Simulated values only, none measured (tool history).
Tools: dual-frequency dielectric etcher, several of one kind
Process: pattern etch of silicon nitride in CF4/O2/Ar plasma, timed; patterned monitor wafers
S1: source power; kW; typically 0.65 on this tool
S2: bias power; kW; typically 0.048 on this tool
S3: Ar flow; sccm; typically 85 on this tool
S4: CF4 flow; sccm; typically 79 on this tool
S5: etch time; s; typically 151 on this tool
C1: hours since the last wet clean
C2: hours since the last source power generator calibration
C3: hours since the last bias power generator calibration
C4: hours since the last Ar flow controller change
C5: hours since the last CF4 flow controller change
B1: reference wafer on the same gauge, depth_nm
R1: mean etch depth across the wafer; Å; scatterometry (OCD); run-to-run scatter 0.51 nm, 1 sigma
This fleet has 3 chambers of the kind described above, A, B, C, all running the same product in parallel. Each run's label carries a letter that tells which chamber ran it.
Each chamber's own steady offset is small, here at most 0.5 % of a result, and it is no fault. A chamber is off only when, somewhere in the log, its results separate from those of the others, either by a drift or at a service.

{"run": "1C", "hour": 9.4, "S1": 0.65, "S2": 0.048, "S3": 85, "S4": 79, "S5": 151, "C1": 180, "C2": 538.4, "C3": 1470.8, "C4": 260.5, "C5": 1171.9, "B1": 376.08, "R1": 3506.1}
{"run": "2B", "hour": 16.8, "S1": 0.65, "S2": 0.048, "S3": 85, "S4": 79, "S5": 151, "C1": 364.8, "C2": 158, "C3": 705.1, "C4": 2009.7, "C5": 954.3, "B1": 375.99, "R1": 3545}
{"run": "3A", "hour": 26.5, "S1": 0.65, "S2": 0.048, "S3": 85, "S4": 79, "S5": 151, "C1": 275.8, "C2": 1249.3, "C3": 1436.4, "C4": 1814.9, "C5": 1505.7, "B1": 376.15, "R1": 3514.7}
{"run": "4B", "hour": 35.5, "S1": 0.65, "S2": 0.048, "S3": 85, "S4": 79, "S5": 151, "C1": 383.5, "C2": 176.7, "C3": 723.8, "C4": 2028.4, "C5": 973, "B1": 375.96, "R1": 3533.9}
{"run": "5C", "hour": 47.2, "S1": 0.65, "S2": 0.048, "S3": 85, "S4": 79, "S5": 151, "C1": 217.8, "C2": 576.2, "C3": 1508.6, "C4": 298.3, "C5": 1209.7, "B1": 376.24, "R1": 3511.5}
{"run": "6A", "hour": 59.2, "S1": 0.65, "S2": 0.048, "S3": 85, "S4": 79, "S5": 151, "C1": 308.5, "C2": 1282, "C3": 1469.1, "C4": 1847.6, "C5": 1538.4, "B1": 376.41, "R1": 3512}
{"run": "7A", "hour": 69.0, "S1": 0.65, "S2": 0.048, "S3": 85, "S4": 79, "S5": 151, "C1": 318.3, "C2": 1291.8, "C3": 1478.9, "C4": 1857.4, "C5": 1548.2, "B1": 376.48, "R1": 3518.2}
{"run": "8C", "hour": 83.2, "S1": 0.65, "S2": 0.048, "S3": 85, "S4": 79, "S5": 151, "C1": 253.8, "C2": 612.2, "C3": 1544.6, "C4": 334.3, "C5": 1245.7, "B1": 376.45, "R1": 3509.1}
{"run": "9B", "hour": 94.3, "S1": 0.65, "S2": 0.048, "S3": 85, "S4": 79, "S5": 151, "C1": 442.3, "C2": 235.5, "C3": 782.6, "C4": 2087.2, "C5": 1031.8, "B1": 376.46, "R1": 3537.7}
{"run": "10A", "hour": 103.4, "S1": 0.65, "S2": 0.048, "S3": 85, "S4": 79, "S5": 151, "C1": 352.7, "C2": 1326.2, "C3": 1513.3, "C4": 1891.8, "C5": 1582.6, "B1": 376.47, "R1": 3513.2}
{"run": "11B", "hour": 109.8, "S1": 0.65, "S2": 0.048, "S3": 85, "S4": 79, "S5": 151, "C1": 457.8, "C2": 251, "C3": 798.1, "C4": 2102.7, "C5": 1047.3, "B1": 376.52, "R1": 3548.1}
{"hour": 111.6, "done": "chamber A: Ar flow controller replaced"}
{"run": "12C", "hour": 121.6, "S1": 0.65, "S2": 0.048, "S3": 85, "S4": 79, "S5": 151, "C1": 292.2, "C2": 650.6, "C3": 1583, "C4": 372.7, "C5": 1284.1, "B1": 376.68, "R1": 3512.4}
{"run": "13B", "hour": 132.6, "S1": 0.65, "S2": 0.048, "S3": 85, "S4": 79, "S5": 151, "C1": 480.6, "C2": 273.8, "C3": 820.9, "C4": 2125.5, "C5": 1070.1, "B1": 376.59, "R1": 3540.7}
{"run": "14A", "hour": 145.7, "S1": 0.65, "S2": 0.048, "S3": 85, "S4": 79, "S5": 151, "C1": 395, "C2": 1368.5, "C3": 1555.6, "C4": 34.1, "C5": 1624.9, "B1": 376.83, "R1": 3509.8}
{"run": "15C", "hour": 160.4, "S1": 0.65, "S2": 0.048, "S3": 85, "S4": 79, "S5": 151, "C1": 331, "C2": 689.4, "C3": 1621.8, "C4": 411.5, "C5": 1322.9, "B1": 376.71, "R1": 3511.3}
{"run": "16A", "hour": 170.5, "S1": 0.65, "S2": 0.048, "S3": 85, "S4": 79, "S5": 151, "C1": 419.8, "C2": 1393.3, "C3": 1580.4, "C4": 58.9, "C5": 1649.7, "B1": 376.79, "R1": 3510.1}
{"run": "17B", "hour": 177.9, "S1": 0.65, "S2": 0.048, "S3": 85, "S4": 79, "S5": 151, "C1": 525.9, "C2": 319.1, "C3": 866.2, "C4": 2170.8, "C5": 1115.4, "B1": 376.84, "R1": 3539.5}
{"run": "18C", "hour": 187.4, "S1": 0.65, "S2": 0.048, "S3": 85, "S4": 79, "S5": 151, "C1": 358, "C2": 716.4, "C3": 1648.8, "C4": 438.5, "C5": 1349.9, "B1": 376.86, "R1": 3519.4}
{"run": "19B", "hour": 196.3, "S1": 0.65, "S2": 0.048, "S3": 85, "S4": 79, "S5": 151, "C1": 544.3, "C2": 337.5, "C3": 884.6, "C4": 2189.2, "C5": 1133.8, "B1": 377.02, "R1": 3548.6}
{"hour": 203.3, "done": "chamber B: wet clean of the chamber"}
{"run": "20A", "hour": 205.1, "S1": 0.65, "S2": 0.048, "S3": 85, "S4": 79, "S5": 151, "C1": 454.4, "C2": 1427.9, "C3": 1615, "C4": 93.5, "C5": 1684.3, "B1": 377.11, "R1": 3519.5}
{"run": "21C", "hour": 212.8, "S1": 0.65, "S2": 0.048, "S3": 85, "S4": 79, "S5": 151, "C1": 383.4, "C2": 741.8, "C3": 1674.2, "C4": 463.9, "C5": 1375.3, "B1": 377.1, "R1": 3519.2}
{"run": "22B", "hour": 224.6, "S1": 0.65, "S2": 0.048, "S3": 85, "S4": 79, "S5": 151, "C1": 21.4, "C2": 365.8, "C3": 912.9, "C4": 2217.5, "C5": 1162.1, "B1": 377.11, "R1": 3545.3}
{"run": "23C", "hour": 233.9, "S1": 0.65, "S2": 0.048, "S3": 85, "S4": 79, "S5": 151, "C1": 404.5, "C2": 762.9, "C3": 1695.3, "C4": 485, "C5": 1396.4, "B1": 377.09, "R1": 3521.1}
{"run": "24A", "hour": 243.9, "S1": 0.65, "S2": 0.048, "S3": 85, "S4": 79, "S5": 151, "C1": 493.2, "C2": 1466.7, "C3": 1653.8, "C4": 132.3, "C5": 1723.1, "B1": 377.16, "R1": 3518.6}
{"run": "25C", "hour": 256.0, "S1": 0.65, "S2": 0.048, "S3": 85, "S4": 79, "S5": 151, "C1": 426.6, "C2": 785, "C3": 1717.4, "C4": 507.1, "C5": 1418.5, "B1": 377.19, "R1": 3521.5}
{"run": "26A", "hour": 269.4, "S1": 0.65, "S2": 0.048, "S3": 85, "S4": 79, "S5": 151, "C1": 518.7, "C2": 1492.2, "C3": 1679.3, "C4": 157.8, "C5": 1748.6, "B1": 377.27, "R1": 3514.4}
{"run": "27B", "hour": 281.8, "S1": 0.65, "S2": 0.048, "S3": 71, "S4": 79, "S5": 188, "C1": 78.6, "C2": 423, "C3": 970.1, "C4": 2274.7, "C5": 1219.3, "B1": 377.57, "R1": 4527.8}
{"run": "28A", "hour": 291.5, "S1": 0.65, "S2": 0.048, "S3": 71, "S4": 79, "S5": 188, "C1": 540.8, "C2": 1514.3, "C3": 1701.4, "C4": 179.9, "C5": 1770.7, "B1": 377.49, "R1": 4488.4}
{"run": "29B", "hour": 298.5, "S1": 0.65, "S2": 0.048, "S3": 71, "S4": 79, "S5": 188, "C1": 95.3, "C2": 439.7, "C3": 986.8, "C4": 2291.4, "C5": 1236, "B1": 377.5, "R1": 4519.9}
{"run": "30C", "hour": 309.0, "S1": 0.65, "S2": 0.048, "S3": 85, "S4": 79, "S5": 151, "C1": 479.6, "C2": 838, "C3": 1770.4, "C4": 560.1, "C5": 1471.5, "B1": 377.61, "R1": 3516.4}
{"run": "31B", "hour": 319.1, "S1": 0.65, "S2": 0.048, "S3": 85, "S4": 79, "S5": 151, "C1": 115.9, "C2": 460.3, "C3": 1007.4, "C4": 2312, "C5": 1256.6, "B1": 377.69, "R1": 3547.5}
{"run": "32C", "hour": 327.4, "S1": 0.65, "S2": 0.048, "S3": 85, "S4": 79, "S5": 151, "C1": 498, "C2": 856.4, "C3": 1788.8, "C4": 578.5, "C5": 1489.9, "B1": 377.61, "R1": 3517.6}
{"run": "33A", "hour": 339.1, "S1": 0.65, "S2": 0.048, "S3": 85, "S4": 79, "S5": 151, "C1": 588.4, "C2": 1561.9, "C3": 1749, "C4": 227.5, "C5": 1818.3, "B1": 377.61, "R1": 3533.9}
{"run": "34C", "hour": 346.9, "S1": 0.65, "S2": 0.048, "S3": 85, "S4": 79, "S5": 151, "C1": 517.5, "C2": 875.9, "C3": 1808.3, "C4": 598, "C5": 1509.4, "B1": 377.6, "R1": 3517.5}
{"run": "35A", "hour": 357.4, "S1": 0.65, "S2": 0.048, "S3": 85, "S4": 79, "S5": 151, "C1": 606.7, "C2": 1580.2, "C3": 1767.3, "C4": 245.8, "C5": 1836.6, "B1": 377.78, "R1": 3524.6}
{"run": "36B", "hour": 364.4, "S1": 0.65, "S2": 0.048, "S3": 69, "S4": 79, "S5": 151, "C1": 161.2, "C2": 505.6, "C3": 1052.7, "C4": 2357.3, "C5": 1301.9, "B1": 377.78, "R1": 3650.7}
{"run": "37A", "hour": 372.6, "S1": 0.65, "S2": 0.048, "S3": 69, "S4": 79, "S5": 151, "C1": 621.9, "C2": 1595.4, "C3": 1782.5, "C4": 261, "C5": 1851.8, "B1": 377.76, "R1": 3620.6}
{"run": "38C", "hour": 382.8, "S1": 0.65, "S2": 0.048, "S3": 69, "S4": 79, "S5": 151, "C1": 553.4, "C2": 911.8, "C3": 1844.2, "C4": 633.9, "C5": 1545.3, "B1": 377.97, "R1": 3609.5}
{"run": "39B", "hour": 391.6, "S1": 0.65, "S2": 0.048, "S3": 85, "S4": 79, "S5": 151, "C1": 188.4, "C2": 532.8, "C3": 1079.9, "C4": 2384.5, "C5": 1329.1, "B1": 377.93, "R1": 3550.6}
{"run": "40A", "hour": 404.1, "S1": 0.65, "S2": 0.048, "S3": 85, "S4": 79, "S5": 151, "C1": 653.4, "C2": 1626.9, "C3": 1814, "C4": 292.5, "C5": 1883.3, "B1": 378.1, "R1": 3523.8}
{"run": "41B", "hour": 417.0, "S1": 0.65, "S2": 0.048, "S3": 85, "S4": 79, "S5": 151, "C1": 213.8, "C2": 558.2, "C3": 1105.3, "C4": 2409.9, "C5": 1354.5, "B1": 378.2, "R1": 3555.3}
{"run": "42C", "hour": 425.9, "S1": 0.65, "S2": 0.048, "S3": 85, "S4": 79, "S5": 151, "C1": 596.5, "C2": 954.9, "C3": 1887.3, "C4": 677, "C5": 1588.4, "B1": 378.08, "R1": 3521.2}
{"run": "43B", "hour": 437.2, "S1": 0.65, "S2": 0.048, "S3": 85, "S4": 79, "S5": 151, "C1": 234, "C2": 578.4, "C3": 1125.5, "C4": 2430.1, "C5": 1374.7, "B1": 378.16, "R1": 3546}

All chambers now run identical settings, listed one chamber a line with results as question marks. What results will each chamber show?
{"run": "44A", "hour": 447.7, "S1": 0.5, "S2": 0.048, "S3": 85, "S4": 79, "S5": 151, "R1": "?"}
{"run": "44B", "hour": 447.7, "S1": 0.5, "S2": 0.048, "S3": 85, "S4": 79, "S5": 151, "R1": "?"}
{"run": "44C", "hour": 447.7, "S1": 0.5, "S2": 0.048, "S3": 85, "S4": 79, "S5": 151, "R1": "?"}

run=44A R1=2822.2
run=44B R1=2837.7
run=44C R1=2806.1
